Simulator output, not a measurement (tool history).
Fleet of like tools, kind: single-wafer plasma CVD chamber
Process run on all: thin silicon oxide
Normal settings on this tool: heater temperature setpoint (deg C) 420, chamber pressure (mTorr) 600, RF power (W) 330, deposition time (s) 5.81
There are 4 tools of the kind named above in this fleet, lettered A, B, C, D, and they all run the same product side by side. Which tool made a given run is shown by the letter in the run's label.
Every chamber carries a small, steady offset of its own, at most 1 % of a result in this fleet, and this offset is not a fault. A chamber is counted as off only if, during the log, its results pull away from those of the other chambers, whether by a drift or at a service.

| run | hour | heater temperature setpoint (deg C) | chamber pressure (mTorr) | RF power (W) | deposition time (s) | read-back reference wafer on the same gauge, thickness_nm | mean film thickness on the monitor wafer (angstrom) |
|---|---|---|---|---|---|---|---|
| 1D | 6 | 420 | 600 | 330 | 5.81 | 7.1971 | 80.297 |
| 2B | 11.9 | 420 | 600 | 330 | 5.81 | 7.2101 | 81.442 |
| 3A | 15.1 | 420 | 600 | 330 | 5.81 | 7.1987 | 82.17 |
| 4C | 19.8 | 420 | 600 | 330 | 5.81 | 7.2067 | 82.12 |
| 5A | 23.1 | 420 | 600 | 330 | 5.81 | 7.1935 | 81.719 |
| 6D | 28.5 | 420 | 600 | 330 | 5.81 | 7.1914 | 80.873 |
| 7B | 32 | 420 | 600 | 330 | 5.81 | 7.2037 | 80.385 |
| 8C | 36.9 | 420 | 600 | 330 | 5.81 | 7.2066 | 81.179 |
| 9A | 42.1 | 414 | 600 | 330 | 5.06 | 7.2052 | 71.611 |
| 10C | 45.7 | 414 | 600 | 330 | 5.06 | 7.1914 | 70.992 |
| 11B | 49.9 | 414 | 600 | 330 | 5.06 | 7.1998 | 70.649 |
| 12D | 53.8 | 414 | 600 | 330 | 5.06 | 7.2016 | 70.212 |
| 13B | 59.2 | 420 | 600 | 330 | 5.81 | 7.1986 | 80.696 |
| 14C | 63.4 | 420 | 701 | 330 | 5.81 | 7.1946 | 96.24 |
| 15A | 66.3 | 420 | 701 | 330 | 5.81 | 7.2003 | 94.851 |
| 16D | 72.3 | 420 | 701 | 330 | 5.81 | 7.2007 | 95.472 |
| 17C | 75.8 | 420 | 701 | 330 | 5.81 | 7.2013 | 96.175 |
| 18D | 80 | 420 | 600 | 330 | 5.81 | 7.185 | 80.291 |
| 19B | 85.3 | 420 | 600 | 330 | 5.81 | 7.1923 | 80.714 |
| 20A | 90.2 | 420 | 600 | 330 | 5.81 | 7.1951 | 80.525 |
| 21D | 94.6 | 420 | 600 | 330 | 5.81 | 7.1972 | 80.745 |
| 22B | 99.7 | 420 | 600 | 330 | 5.81 | 7.2092 | 80.973 |
| 23C | 102.4 | 420 | 600 | 330 | 5.81 | 7.1946 | 80.811 |
| 24A | 105.2 | 420 | 600 | 390 | 5.81 | 7.1963 | 84.868 |
| 25D | 109.1 | 420 | 600 | 390 | 5.81 | 7.1958 | 86.025 |
| 26B | 114.6 | 420 | 600 | 390 | 5.81 | 7.2076 | 87.141 |
| 27A | 120.6 | 420 | 600 | 390 | 5.81 | 7.1878 | 84.535 |
| 28C | 126.1 | 420 | 600 | 330 | 5.81 | 7.197 | 81.218 |
| 29B | 131.7 | 420 | 600 | 330 | 5.81 | 7.2018 | 81.439 |
| 30C | 136.7 | 420 | 600 | 330 | 5.81 | 7.2052 | 81.598 |
| 31D | 141.6 | 420 | 600 | 330 | 5.81 | 7.2071 | 80.844 |
| 32A | 147.1 | 420 | 600 | 330 | 5.81 | 7.1899 | 77.829 |
| 33C | 151.2 | 420 | 600 | 330 | 5.81 | 7.2039 | 80.863 |
| 34B | 157.2 | 420 | 600 | 330 | 5.81 | 7.2099 | 81.162 |
| 35D | 161.2 | 420 | 600 | 330 | 5.81 | 7.1992 | 80.828 |
| 36A | 166.8 | 420 | 600 | 330 | 5.81 | 7.2061 | 76.83 |
| 37B | 169.5 | 420 | 600 | 330 | 5.81 | 7.2076 | 81.682 |

All 4 chambers run these settings next. Forecast each chamber's results:
| 38A | 173.9 | 420 | 600 | 330 | 5.81 |  | ? |
| 38B | 173.9 | 420 | 600 | 330 | 5.81 |  | ? |
| 38C | 173.9 | 420 | 600 | 330 | 5.81 |  | ? |
| 38D | 173.9 | 420 | 600 | 330 | 5.81 |  | ? |

| run | mean film thickness on the monitor wafer (angstrom) |
|---|---|
| 38A | 76.953 |
| 38B | 80.321 |
| 38C | 81.081 |
| 38D | 80.418 |

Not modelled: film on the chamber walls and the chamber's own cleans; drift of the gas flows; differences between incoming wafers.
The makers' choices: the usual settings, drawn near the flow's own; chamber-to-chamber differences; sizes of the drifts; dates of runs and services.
